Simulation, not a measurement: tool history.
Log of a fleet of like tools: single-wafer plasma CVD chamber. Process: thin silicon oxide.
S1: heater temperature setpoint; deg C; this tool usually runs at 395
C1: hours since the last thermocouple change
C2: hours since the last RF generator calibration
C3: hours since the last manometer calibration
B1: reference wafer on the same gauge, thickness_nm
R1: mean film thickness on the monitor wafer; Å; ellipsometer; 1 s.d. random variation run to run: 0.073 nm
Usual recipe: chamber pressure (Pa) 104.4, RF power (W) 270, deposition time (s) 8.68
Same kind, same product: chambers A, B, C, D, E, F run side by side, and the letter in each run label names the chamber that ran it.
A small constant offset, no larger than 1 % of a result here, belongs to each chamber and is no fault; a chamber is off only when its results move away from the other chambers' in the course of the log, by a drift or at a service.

Run 1A, hour 4.6: usual settings; C1 433.9; C2 245.7; C3 537.5; B1 16.299. Result: R1 147.23 Å.
Run 2C, hour 9.1: usual settings; C1 159.5; C2 1588.2; C3 17.8; B1 16.281. Result: R1 150.69 Å.
Run 3B, hour 11.3: usual settings; C1 111.2; C2 323.3; C3 869.6; B1 16.305. Result: R1 148.74 Å.
Run 4E, hour 14.6: usual settings; C1 171.2; C2 45.8; C3 107.0; B1 16.316. Result: R1 149.24 Å.
Run 5D, hour 19.2: usual settings; C1 395.2; C2 1296.3; C3 694.6; B1 16.298. Result: R1 151.39 Å.
Run 6F, hour 23.5: usual settings; C1 629.4; C2 533.5; C3 1016.8; B1 16.304. Result: R1 149.90 Å.
Run 7C, hour 27.8: usual settings; C1 178.2; C2 1606.9; C3 36.5; B1 16.308. Result: R1 149.76 Å.
Run 8A, hour 30.1: usual settings; C1 459.4; C2 271.2; C3 563.0; B1 16.298. Result: R1 148.22 Å.
Run 9F, hour 32.9: usual settings; C1 638.8; C2 542.9; C3 1026.2; B1 16.292. Result: R1 150.43 Å.
Run 10E, hour 36.1: usual settings; C1 192.7; C2 67.3; C3 128.5; B1 16.298. Result: R1 149.22 Å.
Run 11B, hour 40.7: usual settings; C1 140.6; C2 352.7; C3 899.0; B1 16.286. Result: R1 149.37 Å.
Run 12D, hour 44.2: usual settings; C1 420.2; C2 1321.3; C3 719.6; B1 16.300. Result: R1 151.46 Å.
Run 13D, hour 48.5: usual settings; C1 424.5; C2 1325.6; C3 723.9; B1 16.305. Result: R1 151.66 Å.
Run 14A, hour 52.0: usual settings; C1 481.3; C2 293.1; C3 584.9; B1 16.305. Result: R1 147.90 Å.
Run 15F, hour 56.1: usual settings; C1 662.0; C2 566.1; C3 1049.4; B1 16.309. Result: R1 150.10 Å.
Run 16B, hour 58.1: usual settings; C1 158.0; C2 370.1; C3 916.4; B1 16.301. Result: R1 150.12 Å.
Run 17E, hour 62.0: usual settings; C1 218.6; C2 93.2; C3 154.4; B1 16.313. Result: R1 149.04 Å.
Run 18C, hour 65.8: usual settings; C1 216.2; C2 1644.9; C3 74.5; B1 16.302. Result: R1 150.53 Å.
Run 19D, hour 67.9: usual settings; C1 443.9; C2 1345.0; C3 743.3; B1 16.324. Result: R1 150.45 Å.
Run 20E, hour 71.8: usual settings; C1 228.4; C2 103.0; C3 164.2; B1 16.291. Result: R1 149.74 Å.
Run 21F, hour 74.9: usual settings but chamber pressure (Pa) 126.0; C1 680.8; C2 584.9; C3 1068.2; B1 16.310. Result: R1 177.63 Å.
Run 22A, hour 79.4: usual settings but chamber pressure (Pa) 126.0; C1 508.7; C2 320.5; C3 612.3; B1 16.309. Result: R1 176.05 Å.
At hour 80.7: chamber F: capacitance manometer re-zeroed and calibrated.
Run 23B, hour 84.0: usual settings but chamber pressure (Pa) 126.0; C1 183.9; C2 396.0; C3 942.3; B1 16.298. Result: R1 176.08 Å.
Run 24C, hour 88.4: usual settings but chamber pressure (Pa) 126.0; C1 238.8; C2 1667.5; C3 97.1; B1 16.310. Result: R1 176.19 Å.
Run 25D, hour 92.8: usual settings but chamber pressure (Pa) 126.0; C1 468.8; C2 1369.9; C3 768.2; B1 16.281. Result: R1 179.32 Å.
Run 26E, hour 96.2: usual settings but chamber pressure (Pa) 126.0; C1 252.8; C2 127.4; C3 188.6; B1 16.296. Result: R1 175.57 Å.
Run 27C, hour 98.6: usual settings; C1 249.0; C2 1677.7; C3 107.3; B1 16.313. Result: R1 149.96 Å.
Run 28F, hour 103.2: usual settings; C1 709.1; C2 613.2; C3 22.6; B1 16.317. Result: R1 141.27 Å.
Run 29B, hour 107.3: usual settings; C1 207.2; C2 419.3; C3 965.6; B1 16.330. Result: R1 149.78 Å.
Run 30A, hour 110.4: usual settings but RF power (W) 290; C1 539.7; C2 351.5; C3 643.3; B1 16.318. Result: R1 153.35 Å.
Run 31A, hour 113.8: usual settings but RF power (W) 290; C1 543.1; C2 354.9; C3 646.7; B1 16.293. Result: R1 151.87 Å.
Run 32B, hour 117.7: usual settings but RF power (W) 290; C1 217.6; C2 429.7; C3 976.0; B1 16.307. Result: R1 153.73 Å.
Run 33D, hour 120.0: usual settings but RF power (W) 290; C1 496.0; C2 1397.1; C3 795.4; B1 16.298. Result: R1 156.88 Å.
Run 34E, hour 123.8: usual settings but RF power (W) 290; C1 280.4; C2 155.0; C3 216.2; B1 16.289. Result: R1 153.85 Å.
Run 35F, hour 126.3: usual settings but RF power (W) 290; C1 732.2; C2 636.3; C3 45.7; B1 16.287. Result: R1 145.20 Å.
Run 36C, hour 129.9: usual settings; C1 280.3; C2 1709.0; C3 138.6; B1 16.321. Result: R1 151.03 Å.
Run 37E, hour 132.0: usual settings; C1 288.6; C2 163.2; C3 224.4; B1 16.292. Result: R1 148.17 Å.
Run 38B, hour 135.8: usual settings; C1 235.7; C2 447.8; C3 994.1; B1 16.302. Result: R1 150.34 Å.
Run 39D, hour 139.3: usual settings; C1 515.3; C2 1416.4; C3 814.7; B1 16.314. Result: R1 151.21 Å.

One chamber off, gauge drift, or nothing amiss beyond the chambers' own small offsets? If it is a chamber, which one, and what is the likeliest cause?

After it was serviced, chamber F no longer matches the other chambers.
What lies behind it: true pressure below the setpoint (%) = 6.75.

Chamber F could run next with any of the 4 candidate recipes listed below; each alters the usual settings, and their results appear as question marks. Which one brings its results back in line with what the other chambers deliver on the usual settings?
In line means no further than this from the other chambers' mean on the usual settings: R1 2.60 Å
Run 40F-1, hour 142.7: usual settings but chamber pressure (Pa) 111.5. Result: R1 ?.
Run 40F-2, hour 142.7: usual settings but S1 397 deg C, RF power (W) 210. Result: R1 ?.
Run 40F-3, hour 142.7: usual settings but deposition time (s) 9.72. Result: R1 ?.
Run 40F-4, hour 142.7: usual settings but chamber pressure (Pa) 100.3, RF power (W) 265, deposition time (s) 8.47. Result: R1 ?.

On the usual settings, the other chambers give on average: R1 149.99 Å
  run      R1
40F-1  149.46
40F-2  124.74
40F-3  156.87
40F-4  130.09
With 40F-1, the chamber falls back in line with the rest.
